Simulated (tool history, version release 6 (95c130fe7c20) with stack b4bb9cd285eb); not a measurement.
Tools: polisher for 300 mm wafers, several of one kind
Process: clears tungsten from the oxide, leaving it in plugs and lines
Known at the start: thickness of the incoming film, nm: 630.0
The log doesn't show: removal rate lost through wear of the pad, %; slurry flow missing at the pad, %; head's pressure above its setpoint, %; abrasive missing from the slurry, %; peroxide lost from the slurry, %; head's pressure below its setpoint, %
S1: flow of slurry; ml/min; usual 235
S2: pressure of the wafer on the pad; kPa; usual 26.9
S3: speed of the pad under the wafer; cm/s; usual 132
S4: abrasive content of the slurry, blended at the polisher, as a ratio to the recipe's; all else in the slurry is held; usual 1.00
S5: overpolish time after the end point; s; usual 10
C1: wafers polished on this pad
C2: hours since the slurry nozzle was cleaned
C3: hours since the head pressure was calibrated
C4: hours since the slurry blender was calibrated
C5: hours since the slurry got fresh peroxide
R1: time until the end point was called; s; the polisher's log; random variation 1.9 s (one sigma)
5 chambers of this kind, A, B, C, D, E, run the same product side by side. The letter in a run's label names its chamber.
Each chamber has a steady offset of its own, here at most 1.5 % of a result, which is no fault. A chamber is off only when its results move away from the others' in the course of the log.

run,day,S1,S2,S3,S4,S5,C1,C2,C3,C4,C5,R1
# day 0.058: chamber A: worn pad replaced by a new one
# day 0.121: chamber B: slurry nozzle cleaned
1B,0.333,235,26.9,132,1.00,10,479,5.2,844.0,163.3,92.8,106.940
# day 0.467: chamber C: slurry tank refilled with fresh slurry and peroxide
# day 0.612: chamber B: worn pad replaced by a new one
2A,0.662,235,26.9,132,1.00,10,117,52.0,211.2,183.6,32.4,100.200
# day 0.675: chamber E: slurry tank refilled with fresh slurry and peroxide
3D,1.062,235,26.9,132,1.00,10,1331,588.7,875.9,224.9,73.1,101.680
# day 1.388: chamber D: worn pad replaced by a new one
4C,1.483,235,26.9,132,1.00,10,1051,55.9,364.5,303.3,24.4,99.302
5E,1.675,235,26.9,132,1.00,10,450,163.0,797.7,324.7,24.1,104.030
6D,2.050,235,26.9,132,1.00,10,127,612.4,899.6,248.6,96.8,101.040
7A,2.371,235,26.9,132,1.00,10,445,93.0,252.2,224.6,73.4,101.050
# day 2.517: chamber C: slurry blender recalibrated
# day 2.600: chamber A: slurry blender recalibrated
# day 2.638: chamber A: slurry tank refilled with fresh slurry and peroxide
8E,2.662,235,26.9,132,1.00,10,640,186.7,821.4,348.4,47.8,100.140
9B,3.042,235,20.7,118,1.00,10,468,70.2,909.0,228.3,157.8,150.240
# day 3.096: chamber C: worn pad replaced by a new one
# day 3.171: chamber A: worn pad replaced by a new one
10C,3.333,235,20.7,118,1.00,10,46,100.3,408.9,19.7,68.8,143.170
# day 3.488: chamber B: worn pad replaced by a new one
11A,3.521,235,20.7,118,1.00,10,67,120.6,279.8,22.2,21.3,144.250
# day 3.621: chamber E: slurry tank refilled with fresh slurry and peroxide
# day 3.883: chamber B: slurry tank refilled with fresh slurry and peroxide
12C,3.929,235,20.7,118,1.00,10,160,114.6,423.2,34.0,83.1,148.730
# day 4.171: chamber D: slurry tank refilled with fresh slurry and peroxide
13B,4.346,235,20.7,118,1.00,10,165,101.5,940.3,259.6,11.1,153.470
# day 4.438: chamber B: slurry blender recalibrated
# day 4.467: chamber E: slurry blender recalibrated
14E,4.675,235,26.9,132,1.00,10,1027,235.0,869.7,5.1,25.3,103.490
15D,5.025,235,26.9,132,1.00,10,700,683.8,971.0,320.0,20.6,102.960
16E,5.329,235,26.9,132,1.00,10,1153,250.7,885.4,20.8,41.0,103.490
17A,5.562,235,26.9,132,1.00,10,460,169.6,328.8,71.2,70.3,103.100
18D,5.833,175,26.9,132,1.00,10,855,703.2,990.4,339.4,40.0,108.190
# day 5.962: chamber B: worn pad replaced by a new one
# day 6.067: chamber A: worn pad replaced by a new one
19C,6.217,175,26.9,132,1.00,10,601,169.5,478.1,88.9,138.0,104.250
# day 6.233: chamber D: slurry blender recalibrated
# day 6.292: chamber E: slurry tank refilled with fresh slurry and peroxide
20B,6.454,175,26.9,132,1.00,10,94,152.1,990.9,48.4,61.7,105.200
# day 6.588: chamber A: slurry tank refilled with fresh slurry and peroxide
# day 6.733: chamber C: slurry tank refilled with fresh slurry and peroxide
21C,6.762,175,26.9,132,1.00,10,706,182.6,491.2,102.0,0.8,107.240
22D,7.008,175,26.9,132,1.00,10,1081,731.4,1018.6,18.7,68.2,102.330
# day 7.125: chamber E: worn pad replaced by a new one
23E,7.242,235,26.9,132,1.00,10,22,296.6,931.3,66.7,22.8,101.960
24B,7.642,235,26.9,132,1.00,10,323,180.6,1019.4,76.9,90.2,102.710
25A,7.971,235,26.9,132,1.00,10,367,227.4,386.6,129.0,33.3,105.580
26E,8.379,235,26.9,132,1.00,10,241,323.9,958.6,94.0,50.1,101.740
27D,8.762,235,26.9,132,0.75,10,1419,773.5,1060.7,60.8,110.3,107.280
# day 8.788: chamber C: worn pad replaced by a new one
# day 8.933: chamber B: worn pad replaced by a new one
28A,8.975,235,26.9,132,0.75,10,560,251.5,410.7,153.1,57.4,113.720
# day 9.025: chamber E: slurry tank refilled with fresh slurry and peroxide
29B,9.396,235,26.9,132,0.75,10,89,222.7,1061.5,119.0,132.3,111.470
# day 9.504: chamber A: worn pad replaced by a new one
# day 9.554: chamber D: worn pad replaced by a new one
30C,9.667,235,26.9,132,0.75,10,169,252.3,560.9,171.7,70.5,106.190
# day 9.992: chamber A: slurry tank refilled with fresh slurry and peroxide
# day 10.025: chamber C: slurry nozzle cleaned
31B,10.058,235,26.9,132,0.75,10,217,238.6,1077.4,134.9,148.2,110.880
32E,10.379,235,26.9,132,1.00,10,626,371.9,1006.6,142.0,32.6,106.500
# day 10.696: chamber D: slurry nozzle cleaned
33D,10.696,235,26.9,132,1.00,10,220,0.0,1107.1,107.2,156.7,102.560
# day 10.942: chamber A: slurry blender recalibrated
34A,10.954,235,26.9,132,1.00,10,279,299.0,458.2,0.3,23.1,98.176
# day 11.000: chamber B: slurry tank refilled with fresh slurry and peroxide
# day 11.054: chamber D: slurry tank refilled with fresh slurry and peroxide
35C,11.225,235,26.9,132,1.00,10,469,28.8,598.3,209.1,107.9,98.586
# day 11.354: chamber B: worn pad replaced by a new one
36A,11.654,235,26.9,132,1.00,10,414,315.8,475.0,17.1,39.9,105.610
# day 11.729: chamber E: slurry tank refilled with fresh slurry and peroxide
37C,12.012,235,26.9,132,1.00,10,621,47.7,617.2,228.0,126.8,99.340
38E,12.433,235,26.9,132,1.00,10,1022,421.2,1055.9,191.3,17.0,101.490
39B,12.738,235,26.9,132,1.00,10,266,302.9,1141.7,199.2,41.8,99.519
40D,13.029,235,26.9,132,1.00,10,669,56.0,1163.1,163.2,47.4,101.690

Next, every chamber runs the same settings. What will each give?
41A,13.333,235,26.9,132,1.00,6,,,,,,?
41B,13.333,235,26.9,132,1.00,6,,,,,,?
41C,13.333,235,26.9,132,1.00,6,,,,,,?
41D,13.333,235,26.9,132,1.00,6,,,,,,?
41E,13.333,235,26.9,132,1.00,6,,,,,,?

run,R1
41A,101.930
41B,101.480
41C,103.320
41D,99.005
41E,103.730

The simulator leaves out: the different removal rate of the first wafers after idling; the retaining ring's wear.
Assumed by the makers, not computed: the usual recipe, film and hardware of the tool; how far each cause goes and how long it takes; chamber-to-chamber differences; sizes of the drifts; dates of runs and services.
